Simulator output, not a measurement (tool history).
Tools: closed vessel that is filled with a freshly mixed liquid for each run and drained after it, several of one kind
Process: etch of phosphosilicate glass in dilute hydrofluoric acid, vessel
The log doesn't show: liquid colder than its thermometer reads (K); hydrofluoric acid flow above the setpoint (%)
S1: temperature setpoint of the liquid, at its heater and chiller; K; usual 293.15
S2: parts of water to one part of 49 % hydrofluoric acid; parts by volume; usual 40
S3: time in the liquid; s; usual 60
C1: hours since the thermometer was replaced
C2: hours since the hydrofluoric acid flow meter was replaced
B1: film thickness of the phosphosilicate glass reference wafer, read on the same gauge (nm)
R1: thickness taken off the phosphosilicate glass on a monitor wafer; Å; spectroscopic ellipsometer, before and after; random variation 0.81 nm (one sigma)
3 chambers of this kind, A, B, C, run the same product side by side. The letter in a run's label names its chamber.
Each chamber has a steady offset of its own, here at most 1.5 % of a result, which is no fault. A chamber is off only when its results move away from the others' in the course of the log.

run 1B hour=7.1 | S1=293.15 S2=40 S3=60 | C1=395.3 C2=437.9 | B1=109.99 | R1=915.54
run 2C hour=15.4 | S1=293.15 S2=40 S3=60 | C1=675.3 C2=2209 | B1=110 | R1=929.76
run 3A hour=21.9 | S1=293.15 S2=40 S3=60 | C1=1137.3 C2=532.9 | B1=110.01 | R1=913.78
run 4B hour=26.2 | S1=293.15 S2=40 S3=60 | C1=414.4 C2=457 | B1=110 | R1=899.03
run 5A hour=31.5 | S1=293.15 S2=40 S3=60 | C1=1146.9 C2=542.5 | B1=110 | R1=911.21
run 6C hour=38.3 | S1=293.15 S2=40 S3=60 | C1=698.2 C2=2231.9 | B1=110 | R1=917.02
run 7C hour=44.2 | S1=293.15 S2=40 S3=60 | C1=704.1 C2=2237.8 | B1=110 | R1=934.31
run 8B hour=52.7 | S1=293.15 S2=40 S3=60 | C1=440.9 C2=483.5 | B1=109.98 | R1=895.57
run 9A hour=57.5 | S1=293.15 S2=40 S3=60 | C1=1172.9 C2=568.5 | B1=109.98 | R1=920.09
run 10C hour=63.4 | S1=293.15 S2=40 S3=60 | C1=723.3 C2=2257 | B1=110.01 | R1=925.2
run 11B hour=68.7 | S1=293.15 S2=40 S3=60 | C1=456.9 C2=499.5 | B1=109.99 | R1=912.4
run 12A hour=73 | S1=293.15 S2=40 S3=60 | C1=1188.4 C2=584 | B1=110 | R1=927.62
run 13B hour=80.5 | S1=293.15 S2=40 S3=60 | C1=468.7 C2=511.3 | B1=110 | R1=913.77
run 14A hour=85.2 | S1=293.15 S2=40 S3=60 | C1=1200.6 C2=596.2 | B1=110.01 | R1=921.07
run 15C hour=89.5 | S1=293.15 S2=40 S3=60 | C1=749.4 C2=2283.1 | B1=110 | R1=934.87
-- hour=96.7 chamber C: thermometer replaced
run 16B hour=97.6 | S1=293.15 S2=40 S3=60 | C1=485.8 C2=528.4 | B1=110 | R1=903.29
run 17A hour=105.9 | S1=293.15 S2=40 S3=60 | C1=1221.3 C2=616.9 | B1=110 | R1=923.19
run 18C hour=110.3 | S1=293.15 S2=40 S3=60 | C1=13.6 C2=2303.9 | B1=110.03 | R1=932.96
run 19C hour=116 | S1=293.15 S2=40 S3=60 | C1=19.3 C2=2309.6 | B1=110.02 | R1=932.91
run 20A hour=125.5 | S1=293.15 S2=25 S3=30 | C1=1240.9 C2=636.5 | B1=110 | R1=745.8
run 21B hour=129.8 | S1=293.15 S2=25 S3=30 | C1=518 C2=560.6 | B1=110.02 | R1=738.32
-- hour=131.1 chamber C: hydrofluoric acid flow meter replaced
run 22B hour=138.4 | S1=293.15 S2=25 S3=30 | C1=526.6 C2=569.2 | B1=110.02 | R1=754.92
run 23C hour=147 | S1=293.15 S2=40 S3=60 | C1=50.3 C2=16 | B1=110 | R1=922.08
run 24A hour=151.5 | S1=293.15 S2=40 S3=60 | C1=1266.9 C2=662.5 | B1=110 | R1=923.12
run 25B hour=156.6 | S1=293.15 S2=40 S3=60 | C1=544.8 C2=587.4 | B1=109.99 | R1=933.84
run 26A hour=164 | S1=293.15 S2=40 S3=60 | C1=1279.4 C2=675 | B1=109.99 | R1=916.23
run 27C hour=170.4 | S1=293.15 S2=40 S3=60 | C1=73.7 C2=39.4 | B1=110 | R1=922.76
run 28B hour=179.1 | S1=293.15 S2=40 S3=60 | C1=567.3 C2=609.9 | B1=110 | R1=955.71
run 29A hour=183.6 | S1=293.15 S2=40 S3=60 | C1=1299 C2=694.6 | B1=110.01 | R1=922.7
run 30C hour=192.5 | S1=293.15 S2=40 S3=60 | C1=95.8 C2=61.5 | B1=110 | R1=931.83
run 31B hour=198.7 | S1=293.15 S2=40 S3=60 | C1=586.9 C2=629.5 | B1=109.99 | R1=964.08
run 32A hour=203.1 | S1=293.15 S2=40 S3=60 | C1=1318.5 C2=714.1 | B1=109.98 | R1=908.92
run 33C hour=209.5 | S1=293.15 S2=25 S3=90 | C1=112.8 C2=78.5 | B1=110.01 | R1=2300.2
run 34B hour=217 | S1=293.15 S2=25 S3=90 | C1=605.2 C2=647.8 | B1=110 | R1=2341.2
run 35C hour=225.6 | S1=293.15 S2=25 S3=90 | C1=128.9 C2=94.6 | B1=109.99 | R1=2229.8

All 3 chambers run these settings next. Forecast each chamber's results:
run 36A hour=232.6 | S1=293.15 S2=45 S3=60 | R1=?
run 36B hour=232.6 | S1=293.15 S2=45 S3=60 | R1=?
run 36C hour=232.6 | S1=293.15 S2=45 S3=60 | R1=?

run=36A R1=814.57
run=36B R1=867.22
run=36C R1=811.13
